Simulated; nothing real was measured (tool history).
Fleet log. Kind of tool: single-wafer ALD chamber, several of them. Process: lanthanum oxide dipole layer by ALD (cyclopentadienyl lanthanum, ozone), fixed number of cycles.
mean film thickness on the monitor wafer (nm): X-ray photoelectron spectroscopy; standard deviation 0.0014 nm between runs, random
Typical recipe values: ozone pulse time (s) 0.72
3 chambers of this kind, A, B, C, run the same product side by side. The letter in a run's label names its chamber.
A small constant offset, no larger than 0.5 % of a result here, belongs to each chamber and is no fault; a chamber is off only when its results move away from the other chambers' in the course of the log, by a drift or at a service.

run	hour	ozone pulse time (s)	read-back reference wafer on the same gauge, thickness_nm	mean film thickness on the monitor wafer (nm)
1B	6.8	0.72	0.41873	0.43954
2A	13.0	0.72	0.41878	0.43762
3C	18.2	0.72	0.41920	0.43974
4B	25.8	0.72	0.41885	0.43771
5A	32.7	0.72	0.41897	0.44084
6C	41.1	0.72	0.41876	0.43892
7C	48.1	0.72	0.41888	0.44030
8B	53.7	0.72	0.41898	0.43943
9A	64.0	0.72	0.41921	0.43828
10A	71.8	0.85	0.41914	0.46946
11B	82.7	0.85	0.41883	0.46926
12C	93.0	0.85	0.41873	0.47175
13A	98.2	0.72	0.41867	0.43861
14C	105.9	0.89	0.41915	0.48323
15B	115.8	0.89	0.41905	0.47604
16B	126.9	0.89	0.41913	0.47830
17C	132.1	0.72	0.41884	0.44166
18A	141.7	0.72	0.41896	0.43941
19C	148.9	0.72	0.41896	0.44114
20B	156.1	0.72	0.41921	0.43648
21A	166.3	0.72	0.41870	0.43886
22A	175.1	0.53	0.41875	0.37562
23B	185.9	0.53	0.41863	0.37609
24C	194.1	0.53	0.41878	0.37794
25A	202.5	0.72	0.41857	0.43649
26C	207.3	0.72	0.41875	0.43966
27B	216.5	0.72	0.41863	0.44035
28B	225.2	0.72	0.41857	0.43853
29C	232.5	0.72	0.41910	0.44012
30A	241.8	0.72	0.41902	0.43129
31B	251.3	0.72	0.41917	0.43775
32A	257.4	0.72	0.41906	0.43298
33C	264.5	0.72	0.41884	0.44391
34A	275.5	0.72	0.41888	0.43394
# hour 280.3: chamber C: ozone generator serviced
35C	286.5	0.72	0.41932	0.44124
36B	293.0	0.72	0.41894	0.44053
37C	299.6	0.72	0.41919	0.44232
38B	310.5	0.72	0.41892	0.43675
39A	320.1	0.72	0.41917	0.43054
40B	330.8	0.72	0.41863	0.43775
41A	336.0	0.72	0.41886	0.42752
42C	342.2	0.72	0.41903	0.43958
43B	351.2	0.83	0.41895	0.46407

Is one chamber off against the others, does the gauge drift, or is nothing wrong? If a chamber is off, say which, and what the likeliest cause is.

It is chamber A that slowly wanders off from its peers.
What lies behind it: ozone dose below that of a generator just serviced (%) = 5.7.

Chamber A could run next with any of the 4 candidate recipes listed below; each alters the usual settings, and their results appear as question marks. Which one brings its results back in line with what the other chambers deliver on the usual settings?
Maximum distance from the other chambers' mean on the usual settings for a result to count as in line: mean film thickness on the monitor wafer (nm) 0.00490
44A-1	359.3	0.76		?
44A-2	359.3	0.71		?
44A-3	359.3	0.68		?
44A-4	359.3	0.73		?

Usual-settings mean across the other chambers: mean film thickness on the monitor wafer (nm) 0.43972
run	mean film thickness on the monitor wafer (nm)
44A-1	0.43863
44A-2	0.42520
44A-3	0.41651
44A-4	0.43072
44A-1 is the one that brings the chamber's results back in line with the other chambers.

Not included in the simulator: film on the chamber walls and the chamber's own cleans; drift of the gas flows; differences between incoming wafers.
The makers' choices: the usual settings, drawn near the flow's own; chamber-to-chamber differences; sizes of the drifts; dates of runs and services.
